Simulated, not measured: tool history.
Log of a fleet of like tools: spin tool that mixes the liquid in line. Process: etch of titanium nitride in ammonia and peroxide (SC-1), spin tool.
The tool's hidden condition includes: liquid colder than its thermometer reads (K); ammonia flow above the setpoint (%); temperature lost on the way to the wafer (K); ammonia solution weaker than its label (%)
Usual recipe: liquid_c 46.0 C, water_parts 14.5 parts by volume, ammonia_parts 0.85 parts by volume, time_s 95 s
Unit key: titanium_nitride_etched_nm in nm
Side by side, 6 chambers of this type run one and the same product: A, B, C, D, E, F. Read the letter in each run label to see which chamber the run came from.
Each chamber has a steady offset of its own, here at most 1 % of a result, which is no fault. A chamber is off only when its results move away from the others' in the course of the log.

| run | hour | liquid_c | water_parts | ammonia_parts | time_s | hours since the thermometer was replaced | hours since the ammonia flow meter was replaced | hours since the heated supply line was repaired | hours since the drum of ammonia solution was connected | read-back film thickness of the titanium nitride reference wafer, read on the same gauge (nm) | titanium_nitride_etched_nm |
|---|---|---|---|---|---|---|---|---|---|---|---|
| 1F | 14.7 | 46.0 | 14.5 | 0.85 | 95 | 1185.4 | 1237.3 | 1125.0 | 538.8 | 130.00 | 6.2906 |
|  | 28.1 | chamber B: new drum of ammonia solution connected |
| 2A | 29.9 | 46.0 | 14.5 | 0.85 | 95 | 374.5 | 1079.4 | 2129.1 | 477.2 | 129.98 | 6.2094 |
| 3D | 41.2 | 46.0 | 14.5 | 0.85 | 95 | 1340.5 | 545.9 | 153.4 | 462.4 | 130.00 | 6.2347 |
| 4E | 56.6 | 46.0 | 14.5 | 0.85 | 95 | 331.2 | 312.5 | 609.2 | 626.8 | 129.98 | 6.2247 |
| 5C | 67.0 | 46.0 | 14.5 | 0.85 | 95 | 95.3 | 230.8 | 2155.1 | 199.2 | 130.00 | 6.1658 |
| 6B | 77.5 | 46.0 | 14.5 | 0.85 | 95 | 459.7 | 1759.6 | 1279.2 | 49.4 | 130.00 | 6.2512 |
| 7E | 92.3 | 46.0 | 14.5 | 0.85 | 95 | 366.9 | 348.2 | 644.9 | 662.5 | 130.00 | 6.2329 |
| 8C | 105.1 | 46.0 | 14.5 | 0.85 | 95 | 133.4 | 268.9 | 2193.2 | 237.3 | 130.00 | 6.2416 |
| 9D | 113.2 | 46.0 | 14.5 | 0.85 | 95 | 1412.5 | 617.9 | 225.4 | 534.4 | 129.99 | 6.2054 |
| 10A | 121.3 | 46.0 | 14.5 | 0.85 | 95 | 465.9 | 1170.8 | 2220.5 | 568.6 | 129.99 | 6.2083 |
| 11F | 128.5 | 46.0 | 14.5 | 0.85 | 95 | 1299.2 | 1351.1 | 1238.8 | 652.6 | 129.99 | 6.2419 |
| 12B | 136.5 | 46.0 | 14.5 | 0.85 | 95 | 518.7 | 1818.6 | 1338.2 | 108.4 | 130.00 | 6.1224 |
| 13A | 146.3 | 46.0 | 14.5 | 0.85 | 95 | 490.9 | 1195.8 | 2245.5 | 593.6 | 129.99 | 6.2354 |
| 14F | 159.0 | 46.0 | 14.5 | 0.85 | 95 | 1329.7 | 1381.6 | 1269.3 | 683.1 | 130.00 | 6.3775 |
| 15B | 166.8 | 38.0 | 19.5 | 0.85 | 95 | 549.0 | 1848.9 | 1368.5 | 138.7 | 129.99 | 2.8742 |
| 16C | 179.7 | 38.0 | 19.5 | 0.85 | 95 | 208.0 | 343.5 | 2267.8 | 311.9 | 130.01 | 2.9447 |
| 17D | 188.1 | 38.0 | 19.5 | 0.85 | 95 | 1487.4 | 692.8 | 300.3 | 609.3 | 129.99 | 2.9073 |
| 18E | 196.0 | 38.0 | 19.5 | 0.85 | 95 | 470.6 | 451.9 | 748.6 | 766.2 | 130.00 | 2.9481 |
|  | 196.4 | chamber A: ammonia flow meter replaced |
| 19F | 209.4 | 38.0 | 19.5 | 0.85 | 95 | 1380.1 | 1432.0 | 1319.7 | 733.5 | 130.00 | 2.9690 |
| 20C | 216.7 | 38.0 | 19.5 | 0.85 | 95 | 245.0 | 380.5 | 2304.8 | 348.9 | 130.00 | 2.9451 |
|  | 224.1 | chamber F: thermometer replaced |
| 21B | 229.3 | 46.0 | 14.5 | 0.85 | 95 | 611.5 | 1911.4 | 1431.0 | 201.2 | 130.01 | 5.8460 |
| 22A | 242.3 | 46.0 | 14.5 | 0.85 | 95 | 586.9 | 46.0 | 2341.5 | 689.6 | 130.01 | 6.3022 |
| 23D | 255.4 | 46.0 | 14.5 | 0.85 | 95 | 1554.7 | 760.1 | 367.6 | 676.6 | 130.00 | 6.1386 |
| 24E | 262.7 | 46.0 | 14.5 | 0.85 | 95 | 537.3 | 518.6 | 815.3 | 832.9 | 130.02 | 6.2480 |
|  | 272.1 | chamber B: ammonia flow meter replaced |
| 25B | 273.5 | 46.0 | 14.5 | 0.85 | 95 | 655.7 | 1.4 | 1475.2 | 245.4 | 130.00 | 5.9050 |
|  | 274.8 | chamber F: ammonia flow meter replaced |
| 26D | 285.7 | 46.0 | 14.5 | 0.85 | 95 | 1585.0 | 790.4 | 397.9 | 706.9 | 129.99 | 6.1448 |
| 27A | 293.5 | 46.0 | 12.5 | 0.85 | 45 | 638.1 | 97.2 | 2392.7 | 740.8 | 130.00 | 3.2122 |
| 28E | 308.0 | 46.0 | 12.5 | 0.85 | 45 | 582.6 | 563.9 | 860.6 | 878.2 | 130.01 | 3.1927 |
| 29C | 320.1 | 46.0 | 12.5 | 0.85 | 45 | 348.4 | 483.9 | 2408.2 | 452.3 | 130.01 | 3.1316 |
|  | 320.6 | chamber E: new drum of ammonia solution connected |
| 30F | 328.7 | 46.0 | 12.5 | 0.85 | 45 | 104.7 | 53.9 | 1439.0 | 852.8 | 130.00 | 3.2115 |
| 31D | 337.5 | 46.0 | 12.5 | 0.85 | 45 | 1636.8 | 842.2 | 449.7 | 758.7 | 129.98 | 3.1574 |
| 32E | 350.0 | 46.0 | 12.5 | 0.85 | 45 | 624.6 | 605.9 | 902.6 | 29.4 | 130.01 | 3.2108 |
|  | 351.8 | chamber A: thermometer replaced |
| 33F | 363.3 | 46.0 | 14.5 | 0.85 | 95 | 139.3 | 88.5 | 1473.6 | 887.4 | 130.01 | 6.4045 |
| 34A | 373.9 | 46.0 | 14.5 | 0.85 | 95 | 22.2 | 177.6 | 2473.1 | 821.2 | 130.00 | 6.1512 |
|  | 379.6 | chamber B: thermometer replaced |
| 35B | 386.0 | 46.0 | 14.5 | 0.85 | 135 | 6.4 | 113.9 | 1587.7 | 357.9 | 130.00 | 8.1176 |
| 36C | 400.2 | 46.0 | 14.5 | 0.85 | 135 | 428.5 | 564.0 | 2488.3 | 532.4 | 130.00 | 8.8846 |
| 37B | 410.7 | 46.0 | 14.5 | 0.85 | 135 | 31.1 | 138.6 | 1612.4 | 382.6 | 129.99 | 7.9999 |
| 38A | 420.2 | 46.0 | 14.5 | 0.85 | 135 | 68.5 | 223.9 | 2519.4 | 867.5 | 130.01 | 8.8252 |
| 39C | 431.0 | 46.0 | 14.5 | 0.85 | 135 | 459.3 | 594.8 | 2519.1 | 563.2 | 130.00 | 8.7506 |

The same settings go to every chamber for the next run, one line per chamber below. Forecast the results for each:
| 40A | 442.1 | 50.5 | 14.5 | 0.85 | 95 |  |  |  |  |  | ? |
| 40B | 442.1 | 50.5 | 14.5 | 0.85 | 95 |  |  |  |  |  | ? |
| 40C | 442.1 | 50.5 | 14.5 | 0.85 | 95 |  |  |  |  |  | ? |
| 40D | 442.1 | 50.5 | 14.5 | 0.85 | 95 |  |  |  |  |  | ? |
| 40E | 442.1 | 50.5 | 14.5 | 0.85 | 95 |  |  |  |  |  | ? |
| 40F | 442.1 | 50.5 | 14.5 | 0.85 | 95 |  |  |  |  |  | ? |

| run | titanium_nitride_etched_nm |
|---|---|
| 40A | 8.5694 |
| 40B | 7.7078 |
| 40C | 8.4045 |
| 40D | 8.4120 |
| 40E | 8.6120 |
| 40F | 8.6478 |
